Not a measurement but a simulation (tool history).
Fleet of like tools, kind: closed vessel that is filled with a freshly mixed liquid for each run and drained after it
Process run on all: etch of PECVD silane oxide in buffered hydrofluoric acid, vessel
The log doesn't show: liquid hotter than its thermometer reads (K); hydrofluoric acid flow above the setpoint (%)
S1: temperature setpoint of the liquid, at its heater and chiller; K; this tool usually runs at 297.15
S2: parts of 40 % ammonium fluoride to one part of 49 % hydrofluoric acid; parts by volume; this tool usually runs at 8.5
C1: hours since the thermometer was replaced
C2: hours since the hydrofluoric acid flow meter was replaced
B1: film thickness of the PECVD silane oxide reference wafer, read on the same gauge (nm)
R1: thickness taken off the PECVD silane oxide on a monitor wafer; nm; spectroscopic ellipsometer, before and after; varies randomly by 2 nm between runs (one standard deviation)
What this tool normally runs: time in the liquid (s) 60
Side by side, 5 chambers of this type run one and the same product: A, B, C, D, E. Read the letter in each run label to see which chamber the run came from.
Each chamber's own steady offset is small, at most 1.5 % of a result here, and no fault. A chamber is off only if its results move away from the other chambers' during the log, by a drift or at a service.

Run 1C, hour 6.1: usual settings; C1 355.9; C2 111.2; B1 70.004. Result: R1 273.68 nm.
Run 2A, hour 9.7: usual settings; C1 119.8; C2 293.9; B1 70.008. Result: R1 276.31 nm.
Run 3E, hour 15.0: usual settings; C1 984.7; C2 552.7; B1 69.995. Result: R1 278.33 nm.
Run 4B, hour 22.2: usual settings; C1 1731.1; C2 1109.8; B1 70.010. Result: R1 274.79 nm.
Run 5D, hour 28.2: usual settings but time in the liquid (s) 45; C1 558.3; C2 568.5; B1 70.005. Result: R1 208.29 nm.
Run 6C, hour 35.4: usual settings but time in the liquid (s) 45; C1 385.2; C2 140.5; B1 69.949. Result: R1 205.93 nm.
Run 7B, hour 39.4: usual settings but time in the liquid (s) 45; C1 1748.3; C2 1127.0; B1 70.017. Result: R1 207.37 nm.
Run 8E, hour 43.3: usual settings but time in the liquid (s) 45; C1 1013.0; C2 581.0; B1 70.054. Result: R1 205.39 nm.
Run 9D, hour 47.2: usual settings but time in the liquid (s) 45; C1 577.3; C2 587.5; B1 70.001. Result: R1 204.73 nm.
Run 10A, hour 54.5: usual settings; C1 164.6; C2 338.7; B1 70.000. Result: R1 276.63 nm.
Run 11B, hour 59.8: usual settings; C1 1768.7; C2 1147.4; B1 69.982. Result: R1 276.42 nm.
Run 12C, hour 63.6: usual settings; C1 413.4; C2 168.7; B1 70.004. Result: R1 272.35 nm.
Run 13A, hour 68.0: usual settings; C1 178.1; C2 352.2; B1 69.987. Result: R1 276.96 nm.
Run 14E, hour 73.7: usual settings; C1 1043.4; C2 611.4; B1 69.987. Result: R1 279.93 nm.
Run 15D, hour 78.8: usual settings; C1 608.9; C2 619.1; B1 70.031. Result: R1 274.01 nm.
Run 16B, hour 82.4: usual settings; C1 1791.3; C2 1170.0; B1 70.002. Result: R1 275.06 nm.
Run 17C, hour 88.4: usual settings; C1 438.2; C2 193.5; B1 70.010. Result: R1 273.14 nm.
Run 18D, hour 93.8: usual settings; C1 623.9; C2 634.1; B1 70.049. Result: R1 273.70 nm.
Run 19E, hour 98.6: usual settings; C1 1068.3; C2 636.3; B1 69.998. Result: R1 279.90 nm.
Run 20A, hour 102.8: usual settings; C1 212.9; C2 387.0; B1 69.958. Result: R1 279.98 nm.
Run 21E, hour 106.3: usual settings; C1 1076.0; C2 644.0; B1 70.008. Result: R1 274.29 nm.
Run 22B, hour 112.6: usual settings; C1 1821.5; C2 1200.2; B1 70.043. Result: R1 278.63 nm.
Run 23D, hour 116.0: usual settings; C1 646.1; C2 656.3; B1 69.977. Result: R1 273.55 nm.
Run 24A, hour 121.3: usual settings; C1 231.4; C2 405.5; B1 70.031. Result: R1 276.62 nm.
Run 25C, hour 128.5: usual settings; C1 478.3; C2 233.6; B1 69.979. Result: R1 274.22 nm.
Run 26D, hour 135.9: usual settings; C1 666.0; C2 676.2; B1 69.948. Result: R1 270.67 nm.
Run 27B, hour 142.9: usual settings; C1 1851.8; C2 1230.5; B1 69.991. Result: R1 282.96 nm.
Run 28E, hour 148.6: usual settings; C1 1118.3; C2 686.3; B1 69.993. Result: R1 277.78 nm.
Run 29A, hour 155.6: usual settings but S1 293.65 K; C1 265.7; C2 439.8; B1 70.000. Result: R1 228.98 nm.
Run 30C, hour 162.0: usual settings but S1 293.65 K; C1 511.8; C2 267.1; B1 70.029. Result: R1 224.53 nm.
Run 31A, hour 165.3: usual settings but S1 293.65 K; C1 275.4; C2 449.5; B1 69.977. Result: R1 229.62 nm.
Run 32B, hour 171.9: usual settings but S1 293.65 K; C1 1880.8; C2 1259.5; B1 69.992. Result: R1 239.80 nm.
Run 33C, hour 176.0: usual settings but S1 293.65 K; C1 525.8; C2 281.1; B1 70.032. Result: R1 224.77 nm.
Run 34E, hour 182.4: usual settings; C1 1152.1; C2 720.1; B1 70.008. Result: R1 278.08 nm.
Run 35D, hour 189.5: usual settings; C1 719.6; C2 729.8; B1 69.977. Result: R1 277.72 nm.
Run 36E, hour 196.1: usual settings; C1 1165.8; C2 733.8; B1 69.961. Result: R1 278.62 nm.
Run 37B, hour 203.5: usual settings; C1 1912.4; C2 1291.1; B1 69.994. Result: R1 291.38 nm.
Run 38A, hour 207.8: usual settings; C1 317.9; C2 492.0; B1 70.016. Result: R1 273.71 nm.
Run 39C, hour 211.8: usual settings; C1 561.6; C2 316.9; B1 69.997. Result: R1 272.66 nm.
Run 40D, hour 218.8: usual settings; C1 748.9; C2 759.1; B1 69.989. Result: R1 276.40 nm.
Run 41D, hour 225.0: usual settings; C1 755.1; C2 765.3; B1 69.948. Result: R1 276.98 nm.

Which is it: a chamber that has drifted or been left off by a service, a gauge drift common to all chambers, or only each chamber's usual small offset? If a chamber is off, name it and its likeliest cause.

One chamber, B, drifts off from the rest bit by bit.
Most likely cause: hydrofluoric acid flow above the setpoint (%) = 6.45.
The log may not separate it from: liquid hotter than its thermometer reads (K).

Below are 4 candidate recipes for chamber B's next run, each the usual settings with a change, their results shown as question marks. Which of them brings B's results back in line with what the other chambers give on the usual settings?
Counts as in line when no further than this from what the other chambers average on the usual settings: R1 6.90 nm
Run 42B-1, hour 230.4: usual settings but S2 9.0 parts by volume. Result: R1 ?.
Run 42B-2, hour 230.4: usual settings but S1 294.65 K. Result: R1 ?.
Run 42B-3, hour 230.4: usual settings but S2 8.0 parts by volume. Result: R1 ?.
Run 42B-4, hour 230.4: usual settings but S1 299.65 K. Result: R1 ?.

Average result of the remaining chambers running the usual settings: R1 275.82 nm
  run      R1
42B-1  277.22
42B-2  257.60
42B-3  315.45
42B-4  337.29
The right change is 42B-1: it brings the chamber back within the allowed miss of the others.

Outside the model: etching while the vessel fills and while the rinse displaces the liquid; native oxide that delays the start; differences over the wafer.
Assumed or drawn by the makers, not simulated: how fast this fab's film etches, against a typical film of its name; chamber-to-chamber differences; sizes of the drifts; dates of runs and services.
